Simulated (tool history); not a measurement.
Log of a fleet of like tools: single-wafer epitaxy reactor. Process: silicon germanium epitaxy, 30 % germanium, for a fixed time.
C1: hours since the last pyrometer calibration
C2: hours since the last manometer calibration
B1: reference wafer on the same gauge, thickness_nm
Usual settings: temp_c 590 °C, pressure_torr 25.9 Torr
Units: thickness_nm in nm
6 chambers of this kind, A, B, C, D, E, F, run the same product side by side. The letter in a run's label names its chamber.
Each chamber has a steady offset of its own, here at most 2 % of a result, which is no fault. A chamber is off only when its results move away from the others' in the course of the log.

{"run": "1B", "day": 0.154, "temp_c": 590, "pressure_torr": 25.9, "C1": 32, "C2": 2119.4, "B1": 64.893, "thickness_nm": 53.895}
{"run": "2E", "day": 0.388, "temp_c": 590, "pressure_torr": 25.9, "C1": 160.3, "C2": 249.7, "B1": 64.878, "thickness_nm": 54.452}
{"day": 0.467, "done": "chamber A: capacitance manometer re-zeroed and calibrated"}
{"run": "3D", "day": 0.554, "temp_c": 590, "pressure_torr": 25.9, "C1": 1683.2, "C2": 353.8, "B1": 64.875, "thickness_nm": 54.721}
{"run": "4C", "day": 0.775, "temp_c": 590, "pressure_torr": 25.9, "C1": 2125.4, "C2": 82, "B1": 64.889, "thickness_nm": 54.508}
{"run": "5F", "day": 0.979, "temp_c": 590, "pressure_torr": 25.9, "C1": 711.2, "C2": 330.8, "B1": 64.89, "thickness_nm": 54.584}
{"run": "6A", "day": 1.104, "temp_c": 590, "pressure_torr": 25.9, "C1": 1230.3, "C2": 15.4, "B1": 64.834, "thickness_nm": 54.449}
{"run": "7F", "day": 1.321, "temp_c": 590, "pressure_torr": 32.2, "C1": 719.4, "C2": 339, "B1": 64.864, "thickness_nm": 59.283}
{"run": "8D", "day": 1.542, "temp_c": 590, "pressure_torr": 32.2, "C1": 1706.9, "C2": 377.5, "B1": 64.937, "thickness_nm": 59.775}
{"run": "9E", "day": 1.796, "temp_c": 590, "pressure_torr": 32.2, "C1": 194.1, "C2": 283.5, "B1": 64.919, "thickness_nm": 59.675}
{"run": "10A", "day": 1.925, "temp_c": 590, "pressure_torr": 32.2, "C1": 1250, "C2": 35.1, "B1": 64.873, "thickness_nm": 59.089}
{"run": "11C", "day": 2.183, "temp_c": 590, "pressure_torr": 32.2, "C1": 2159.2, "C2": 115.8, "B1": 64.902, "thickness_nm": 59.569}
{"run": "12B", "day": 2.417, "temp_c": 590, "pressure_torr": 32.2, "C1": 86.3, "C2": 2173.7, "B1": 64.941, "thickness_nm": 58.456}
{"run": "13A", "day": 2.575, "temp_c": 590, "pressure_torr": 25.9, "C1": 1265.6, "C2": 50.7, "B1": 64.92, "thickness_nm": 54.226}
{"run": "14E", "day": 2.729, "temp_c": 590, "pressure_torr": 25.9, "C1": 216.5, "C2": 305.9, "B1": 64.971, "thickness_nm": 54.288}
{"run": "15F", "day": 2.892, "temp_c": 590, "pressure_torr": 25.9, "C1": 757.1, "C2": 376.7, "B1": 64.899, "thickness_nm": 54.445}
{"run": "16D", "day": 3.046, "temp_c": 590, "pressure_torr": 25.9, "C1": 1743, "C2": 413.6, "B1": 64.895, "thickness_nm": 55.51}
{"run": "17B", "day": 3.192, "temp_c": 590, "pressure_torr": 25.9, "C1": 104.9, "C2": 2192.3, "B1": 64.916, "thickness_nm": 53.201}
{"run": "18C", "day": 3.338, "temp_c": 590, "pressure_torr": 25.9, "C1": 2186.9, "C2": 143.5, "B1": 64.933, "thickness_nm": 54.958}
{"run": "19B", "day": 3.6, "temp_c": 590, "pressure_torr": 25.9, "C1": 114.7, "C2": 2202.1, "B1": 64.882, "thickness_nm": 53.717}
{"run": "20D", "day": 3.85, "temp_c": 590, "pressure_torr": 25.9, "C1": 1762.3, "C2": 432.9, "B1": 64.841, "thickness_nm": 55.283}
{"run": "21C", "day": 4.121, "temp_c": 590, "pressure_torr": 25.9, "C1": 2205.7, "C2": 162.3, "B1": 64.975, "thickness_nm": 54.324}
{"run": "22A", "day": 4.362, "temp_c": 590, "pressure_torr": 25.9, "C1": 1308.5, "C2": 93.6, "B1": 64.887, "thickness_nm": 53.674}
{"run": "23F", "day": 4.492, "temp_c": 603, "pressure_torr": 20.9, "C1": 795.5, "C2": 415.1, "B1": 64.881, "thickness_nm": 63.474}
{"run": "24E", "day": 4.667, "temp_c": 603, "pressure_torr": 20.9, "C1": 263, "C2": 352.4, "B1": 64.893, "thickness_nm": 63.607}
{"run": "25A", "day": 4.908, "temp_c": 603, "pressure_torr": 20.9, "C1": 1321.6, "C2": 106.7, "B1": 64.955, "thickness_nm": 62.543}
{"run": "26B", "day": 5.042, "temp_c": 603, "pressure_torr": 20.9, "C1": 149.3, "C2": 2236.7, "B1": 64.866, "thickness_nm": 62.154}
{"run": "27C", "day": 5.238, "temp_c": 603, "pressure_torr": 20.9, "C1": 2232.5, "C2": 189.1, "B1": 64.988, "thickness_nm": 63.821}
{"run": "28E", "day": 5.371, "temp_c": 603, "pressure_torr": 20.9, "C1": 279.9, "C2": 369.3, "B1": 64.95, "thickness_nm": 64.02}
{"run": "29F", "day": 5.638, "temp_c": 590, "pressure_torr": 25.9, "C1": 823, "C2": 442.6, "B1": 64.98, "thickness_nm": 54.628}
{"run": "30D", "day": 5.825, "temp_c": 590, "pressure_torr": 25.9, "C1": 1809.7, "C2": 480.3, "B1": 64.823, "thickness_nm": 54.868}
{"run": "31A", "day": 6.038, "temp_c": 596, "pressure_torr": 23.6, "C1": 1348.7, "C2": 133.8, "B1": 64.941, "thickness_nm": 58.618}
{"run": "32E", "day": 6.258, "temp_c": 596, "pressure_torr": 23.6, "C1": 301.2, "C2": 390.6, "B1": 64.907, "thickness_nm": 58.716}
{"run": "33B", "day": 6.458, "temp_c": 596, "pressure_torr": 23.6, "C1": 183.3, "C2": 2270.7, "B1": 64.935, "thickness_nm": 57.264}
{"run": "34D", "day": 6.708, "temp_c": 596, "pressure_torr": 23.6, "C1": 1830.9, "C2": 501.5, "B1": 64.874, "thickness_nm": 59.025}
{"run": "35F", "day": 6.883, "temp_c": 596, "pressure_torr": 23.6, "C1": 852.9, "C2": 472.5, "B1": 64.968, "thickness_nm": 59.018}
{"run": "36C", "day": 7.038, "temp_c": 596, "pressure_torr": 23.6, "C1": 2275.7, "C2": 232.3, "B1": 64.865, "thickness_nm": 59.227}
{"run": "37D", "day": 7.267, "temp_c": 590, "pressure_torr": 25.9, "C1": 1844.3, "C2": 514.9, "B1": 64.877, "thickness_nm": 54.995}

All 6 chambers run these settings next. Forecast each chamber's results:
{"run": "38A", "day": 7.467, "temp_c": 590, "pressure_torr": 23.2, "thickness_nm": "?"}
{"run": "38B", "day": 7.467, "temp_c": 590, "pressure_torr": 23.2, "thickness_nm": "?"}
{"run": "38C", "day": 7.467, "temp_c": 590, "pressure_torr": 23.2, "thickness_nm": "?"}
{"run": "38D", "day": 7.467, "temp_c": 590, "pressure_torr": 23.2, "thickness_nm": "?"}
{"run": "38E", "day": 7.467, "temp_c": 590, "pressure_torr": 23.2, "thickness_nm": "?"}
{"run": "38F", "day": 7.467, "temp_c": 590, "pressure_torr": 23.2, "thickness_nm": "?"}

run=38A thickness_nm=51.727
run=38B thickness_nm=51.247
run=38C thickness_nm=52.2
run=38D thickness_nm=52.1
run=38E thickness_nm=52.156
run=38F thickness_nm=52.408
